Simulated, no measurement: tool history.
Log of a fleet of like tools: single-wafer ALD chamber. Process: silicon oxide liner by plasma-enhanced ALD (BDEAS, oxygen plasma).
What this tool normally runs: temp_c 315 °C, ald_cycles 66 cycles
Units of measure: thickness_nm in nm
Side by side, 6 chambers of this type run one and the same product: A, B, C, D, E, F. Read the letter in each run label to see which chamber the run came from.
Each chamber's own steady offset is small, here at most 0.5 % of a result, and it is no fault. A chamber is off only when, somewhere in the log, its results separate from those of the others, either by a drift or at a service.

run,hour,temp_c,ald_cycles,hours since the last thermocouple change,"read-back reference wafer on the same gauge, thickness_nm",thickness_nm
1D,7.1,315,66,1205.3,4.8680,6.0402
2E,17.1,315,66,416.8,4.8695,5.9972
3B,30.4,315,66,650.1,4.8688,5.9972
4C,39.0,315,66,136.4,4.8677,5.9788
5A,53.3,315,66,824.4,4.8675,6.0149
6F,66.7,315,66,1308.4,4.8641,6.0345
7E,79.1,315,66,478.8,4.8651,5.9958
8C,90.9,315,66,188.3,4.8639,5.9715
9A,101.1,315,66,872.2,4.8643,6.0151
10B,115.6,315,66,735.3,4.8636,6.0054
11D,130.3,315,66,1328.5,4.8607,6.0021
12F,138.8,315,66,1380.5,4.8581,6.0219
13F,150.2,315,66,1391.9,4.8604,6.0213
# hour 151.0: chamber A: thermocouple changed; heater temperature recalibrated
14E,160.9,315,66,560.6,4.8584,5.9714
15A,172.3,315,66,21.3,4.8582,6.0139
16D,180.2,315,66,1378.4,4.8565,6.0163
17C,191.0,315,66,288.4,4.8564,5.9504
18B,202.5,315,66,822.2,4.8535,5.9808
# hour 208.2: chamber D: thermocouple changed; heater temperature recalibrated
19A,214.8,315,66,63.8,4.8567,6.0008
20F,222.0,315,66,1463.7,4.8554,6.0185
21C,230.0,329,66,327.4,4.8538,5.8458
22B,237.6,329,66,857.3,4.8534,5.8604
23D,247.8,329,66,39.6,4.8517,5.8812
24E,260.5,329,66,660.2,4.8512,5.8622
25E,270.9,329,66,670.6,4.8515,5.8491
26B,277.7,329,66,897.4,4.8517,5.8618
27A,287.7,315,66,136.7,4.8506,6.0030
28D,294.8,315,66,86.6,4.8481,6.0003
29C,302.9,315,66,400.3,4.8489,5.9709
30F,312.2,315,66,1553.9,4.8469,5.9995
31C,323.8,315,66,421.2,4.8488,5.9450
32E,336.2,308,60,735.9,4.8439,5.4859
33A,345.0,308,60,194.0,4.8484,5.5089
34B,359.5,308,60,979.2,4.8448,5.4779
35F,372.8,308,60,1614.5,4.8451,5.5071
36D,384.4,308,60,176.2,4.8435,5.4992
37E,394.7,308,60,794.4,4.8421,5.4747
38D,405.3,315,66,197.1,4.8417,5.9765
39A,411.7,315,66,260.7,4.8397,5.9820
40F,418.1,315,66,1659.8,4.8421,6.0002

Read the log: is a single chamber off, either drifting away or since a service, is the gauge that measures every chamber drifting, or is nothing wrong beyond small per-chamber offsets? Name any odd chamber and what most likely caused it.

The shared gauge is drifting. All chambers look as if they move in step, but none is off.
Likeliest cause: gauge reads low (%) = 0.622.

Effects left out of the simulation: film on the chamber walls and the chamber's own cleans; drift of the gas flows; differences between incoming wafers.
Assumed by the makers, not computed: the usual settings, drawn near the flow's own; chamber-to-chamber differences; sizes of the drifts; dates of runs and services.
